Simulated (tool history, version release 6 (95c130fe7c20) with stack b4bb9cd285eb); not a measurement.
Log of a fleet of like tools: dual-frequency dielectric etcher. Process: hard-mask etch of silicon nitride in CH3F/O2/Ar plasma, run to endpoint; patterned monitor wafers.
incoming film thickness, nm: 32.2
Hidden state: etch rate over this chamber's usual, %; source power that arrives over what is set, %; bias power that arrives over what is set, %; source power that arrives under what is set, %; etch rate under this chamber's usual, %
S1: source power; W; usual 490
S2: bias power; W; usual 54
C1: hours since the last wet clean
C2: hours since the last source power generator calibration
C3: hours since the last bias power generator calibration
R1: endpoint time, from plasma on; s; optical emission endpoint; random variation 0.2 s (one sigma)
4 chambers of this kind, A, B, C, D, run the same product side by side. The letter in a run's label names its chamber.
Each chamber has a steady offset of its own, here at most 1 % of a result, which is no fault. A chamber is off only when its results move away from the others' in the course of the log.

run	day	S1	S2	C1	C2	C3	R1
1D	0.333	490	54	150.0	1255.4	3976.7	47.598
2A	0.667	490	54	192.4	2280.9	620.1	47.843
3B	0.942	490	54	349.1	1015.3	158.7	47.037
4C	1.262	490	54	384.3	1026.5	1019.9	47.148
5B	1.529	490	54	363.2	1029.4	172.8	47.283
6A	1.838	490	54	220.5	2309.0	648.2	47.820
# day 1.967: chamber B: wet clean of the chamber
7C	2.050	490	61	403.2	1045.4	1038.8	45.365
8D	2.242	490	61	195.8	1301.2	4022.5	46.109
9C	2.429	490	61	412.3	1054.5	1047.9	45.552
10D	2.733	490	61	207.6	1313.0	4034.3	46.177
11B	3.104	410	54	27.4	1067.2	210.6	50.654
12A	3.483	410	54	260.0	2348.5	687.7	51.472
13A	3.867	410	54	269.2	2357.7	696.9	51.062
14D	4.238	410	54	243.7	1349.1	4070.4	51.909
15B	4.512	490	54	61.2	1101.0	244.4	47.097
16C	4.817	490	54	469.6	1111.8	1105.2	47.274
17B	5.038	490	54	73.8	1113.6	257.0	46.876
18A	5.262	490	54	302.7	2391.2	730.4	47.717
19D	5.471	490	54	273.3	1378.7	4100.0	48.571
20C	5.733	490	54	491.6	1133.8	1127.2	47.105
21B	5.958	490	54	95.9	1135.7	279.1	46.951
22C	6.196	490	68	502.7	1144.9	1138.3	43.658
23A	6.421	490	68	330.5	2419.0	758.2	44.319
24D	6.596	490	68	300.3	1405.7	4127.0	45.580
25D	6.833	490	68	306.0	1411.4	4132.7	45.611
26B	7.142	490	54	124.3	1164.1	307.5	46.841
27A	7.504	490	54	356.5	2445.0	784.2	47.655

Next, every chamber runs the same settings. What will each give?
28A	7.783	490	54				?
28B	7.783	490	54				?
28C	7.783	490	54				?
28D	7.783	490	54				?

run	R1
28A	47.447
28B	46.735
28C	47.304
28D	49.688

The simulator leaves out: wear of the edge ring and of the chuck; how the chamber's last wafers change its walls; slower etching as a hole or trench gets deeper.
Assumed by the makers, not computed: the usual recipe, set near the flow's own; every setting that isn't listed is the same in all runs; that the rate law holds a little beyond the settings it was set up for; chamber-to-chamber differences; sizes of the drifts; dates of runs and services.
